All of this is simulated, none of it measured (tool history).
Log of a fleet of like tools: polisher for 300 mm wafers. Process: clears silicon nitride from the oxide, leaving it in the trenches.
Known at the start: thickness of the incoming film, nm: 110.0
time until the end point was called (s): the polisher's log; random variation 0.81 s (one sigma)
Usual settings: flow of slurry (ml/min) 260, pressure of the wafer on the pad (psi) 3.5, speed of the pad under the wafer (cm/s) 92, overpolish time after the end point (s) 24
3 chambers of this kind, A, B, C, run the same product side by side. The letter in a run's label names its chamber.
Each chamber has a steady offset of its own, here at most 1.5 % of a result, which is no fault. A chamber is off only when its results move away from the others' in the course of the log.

run     day  flow of slurry (ml/min)  pressure of the wafer on the pad (psi)  speed of the pad under the wafer (cm/s)  overpolish time after the end point (s)  time until the end point was called (s)
 1A   0.483                      260                                     3.5                                       92                                       24                                  100.170
 2B   1.067                      260                                     3.5                                       92                                       24                                   99.477
      1.396  -- chamber C: worn pad replaced by a new one
 3C   1.471                      260                                     3.5                                       92                                       24                                  101.350
 4B   1.842                      260                                     3.5                                       92                                       24                                   99.800
 5C   2.167                      260                                     3.5                                       92                                       24                                  100.070
 6A   2.725                      260                                     3.5                                       92                                       24                                  100.810
 7A   3.108                      260                                     3.5                                       92                                       24                                   99.548
      3.638  -- chamber A: worn pad replaced by a new one
 8B   3.654                      260                                     3.5                                       92                                       24                                   99.637
 9C   4.221                      260                                     3.9                                       92                                       24                                   90.951
      4.296  -- chamber B: head pressure recalibrated
10C   4.496                      260                                     3.9                                       92                                       24                                   90.434
11B   4.862                      260                                     3.9                                       92                                       24                                   88.533
12A   5.150                      260                                     3.5                                       92                                       24                                   98.933
13B   5.696                      260                                     3.5                                       92                                       24                                   98.354
      5.979  -- chamber C: worn pad replaced by a new one
14A   6.138                      260                                     3.5                                       92                                       24                                   99.504
15C   6.583                      260                                     3.5                                      118                                       24                                   79.207
16B   6.942                      260                                     3.5                                      118                                       24                                   77.925
      7.025  -- chamber C: head pressure recalibrated
      7.042  -- chamber B: worn pad replaced by a new one
17A   7.479                      260                                     3.5                                      118                                       24                                   77.154
      7.683  -- chamber A: worn pad replaced by a new one
18C   7.750                      260                                     3.5                                       92                                       24                                  107.510
19C   8.008                      260                                     3.5                                       92                                       24                                  109.400
20A   8.358                      260                                     3.5                                       92                                       24                                   99.803
      8.704  -- chamber B: slurry nozzle cleaned
21B   8.767                      260                                     3.5                                       92                                       24                                   98.372
22A   9.288                      285                                     3.5                                       92                                       28                                   98.692
23C   9.621                      285                                     3.5                                       92                                       28                                  107.050
24B   9.888                      285                                     3.5                                       92                                       28                                   97.847
25A  10.221                      260                                     3.5                                       66                                       24                                  139.780
     10.250  -- chamber C: worn pad replaced by a new one
     10.438  -- chamber A: head pressure recalibrated
26C  10.812                      260                                     3.5                                       66                                       24                                  151.630
27B  11.100                      260                                     3.5                                       66                                       24                                  135.700
28A  11.358                      260                                     3.5                                       92                                       24                                   99.518
     11.871  -- chamber A: worn pad replaced by a new one
29B  11.875                      260                                     3.5                                       92                                       24                                  100.080
30C  12.350                      260                                     3.5                                       92                                       24                                  107.970
31C  12.704                      260                                     3.5                                       92                                       24                                  108.550
32A  13.271                      260                                     4.5                                       92                                       24                                   78.797
     13.404  -- chamber B: worn pad replaced by a new one
33B  13.592                      260                                     4.5                                       92                                       24                                   78.322

Next, every chamber runs the same settings. What will each give?
34A  14.017                      260                                     3.5                                       92                                       24                                        ?
34B  14.017                      260                                     3.5                                       92                                       24                                        ?
34C  14.017                      260                                     3.5                                       92                                       24                                        ?

run  time until the end point was called (s)
34A                                   98.652
34B                                   98.261
34C                                  109.060
